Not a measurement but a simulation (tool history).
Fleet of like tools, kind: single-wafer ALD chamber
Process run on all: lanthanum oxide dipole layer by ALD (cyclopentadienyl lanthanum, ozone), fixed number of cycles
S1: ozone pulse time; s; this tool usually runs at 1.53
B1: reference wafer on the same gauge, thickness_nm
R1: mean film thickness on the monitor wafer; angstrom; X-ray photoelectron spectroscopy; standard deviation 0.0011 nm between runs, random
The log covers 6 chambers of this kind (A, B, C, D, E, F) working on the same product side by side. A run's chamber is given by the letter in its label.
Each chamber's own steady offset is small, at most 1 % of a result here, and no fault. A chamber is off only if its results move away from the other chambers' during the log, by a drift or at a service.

Run 1F, hour 7.1: usual settings; B1 0.6499. Result: R1 5.5391 angstrom.
Run 2E, hour 16.6: usual settings; B1 0.64996. Result: R1 5.4539 angstrom.
Run 3D, hour 27: usual settings; B1 0.65045. Result: R1 5.5007 angstrom.
Run 4A, hour 38.3: usual settings; B1 0.65001. Result: R1 5.5516 angstrom.
Run 5C, hour 44.1: usual settings; B1 0.65012. Result: R1 5.5297 angstrom.
Run 6B, hour 50: usual settings; B1 0.65032. Result: R1 5.5425 angstrom.
Run 7B, hour 59.8: usual settings; B1 0.64991. Result: R1 5.5389 angstrom.
Run 8F, hour 69.2: usual settings; B1 0.64971. Result: R1 5.5273 angstrom.
At hour 77.3: chamber B: thermocouple changed; heater temperature recalibrated.
Run 9E, hour 80.3: usual settings; B1 0.65. Result: R1 5.4481 angstrom.
Run 10A, hour 91.3: usual settings; B1 0.64985. Result: R1 5.5443 angstrom.
Run 11D, hour 101.9: usual settings; B1 0.65022. Result: R1 5.5189 angstrom.
Run 12C, hour 110.5: usual settings; B1 0.65026. Result: R1 5.5234 angstrom.
Run 13D, hour 122.6: usual settings; B1 0.64987. Result: R1 5.5046 angstrom.
Run 14E, hour 129.5: usual settings; B1 0.65025. Result: R1 5.4644 angstrom.
Run 15F, hour 138: usual settings; B1 0.65025. Result: R1 5.5419 angstrom.
Run 16B, hour 149.2: usual settings; B1 0.65043. Result: R1 5.5512 angstrom.
At hour 152.1: chamber C: thermocouple changed; heater temperature recalibrated.
Run 17C, hour 156.2: usual settings; B1 0.65015. Result: R1 5.5197 angstrom.
Run 18A, hour 164.6: usual settings; B1 0.65029. Result: R1 5.532 angstrom.
Run 19D, hour 171.3: usual settings; B1 0.6498. Result: R1 5.5326 angstrom.
Run 20F, hour 179: usual settings; B1 0.65055. Result: R1 5.522 angstrom.
Run 21E, hour 186.1: usual settings but S1 1.34 s; B1 0.64979. Result: R1 5.344 angstrom.
Run 22C, hour 193.6: usual settings but S1 1.34 s; B1 0.65011. Result: R1 5.3888 angstrom.
Run 23A, hour 205.6: usual settings but S1 1.34 s; B1 0.64974. Result: R1 5.4439 angstrom.
Run 24B, hour 217.5: usual settings but S1 1.34 s; B1 0.64967. Result: R1 5.424 angstrom.
Run 25F, hour 225.2: usual settings but S1 1.34 s; B1 0.65026. Result: R1 5.418 angstrom.
Run 26B, hour 231.6: usual settings but S1 1.34 s; B1 0.64954. Result: R1 5.4113 angstrom.
Run 27C, hour 239.4: usual settings; B1 0.64984. Result: R1 5.5063 angstrom.
Run 28D, hour 248.1: usual settings; B1 0.65012. Result: R1 5.5082 angstrom.
Run 29E, hour 260.2: usual settings; B1 0.65011. Result: R1 5.4686 angstrom.
Run 30A, hour 271.7: usual settings; B1 0.64995. Result: R1 5.5344 angstrom.
Run 31E, hour 279: usual settings; B1 0.6502. Result: R1 5.4458 angstrom.
Run 32D, hour 290.8: usual settings; B1 0.64979. Result: R1 5.4935 angstrom.
Run 33A, hour 302.2: usual settings; B1 0.64998. Result: R1 5.5464 angstrom.
Run 34C, hour 313.7: usual settings; B1 0.65008. Result: R1 5.5351 angstrom.
Run 35F, hour 322.4: usual settings; B1 0.64993. Result: R1 5.5061 angstrom.
Run 36B, hour 333: usual settings; B1 0.64953. Result: R1 5.5502 angstrom.

All 6 chambers run these settings next. Forecast each chamber's results:
Run 37A, hour 342.2: usual settings. Result: R1 ?.
Run 37B, hour 342.2: usual settings. Result: R1 ?.
Run 37C, hour 342.2: usual settings. Result: R1 ?.
Run 37D, hour 342.2: usual settings. Result: R1 ?.
Run 37E, hour 342.2: usual settings. Result: R1 ?.
Run 37F, hour 342.2: usual settings. Result: R1 ?.

run      R1
37A  5.5417
37B  5.5584
37C  5.5187
37D  5.5027
37E   5.476
37F   5.535

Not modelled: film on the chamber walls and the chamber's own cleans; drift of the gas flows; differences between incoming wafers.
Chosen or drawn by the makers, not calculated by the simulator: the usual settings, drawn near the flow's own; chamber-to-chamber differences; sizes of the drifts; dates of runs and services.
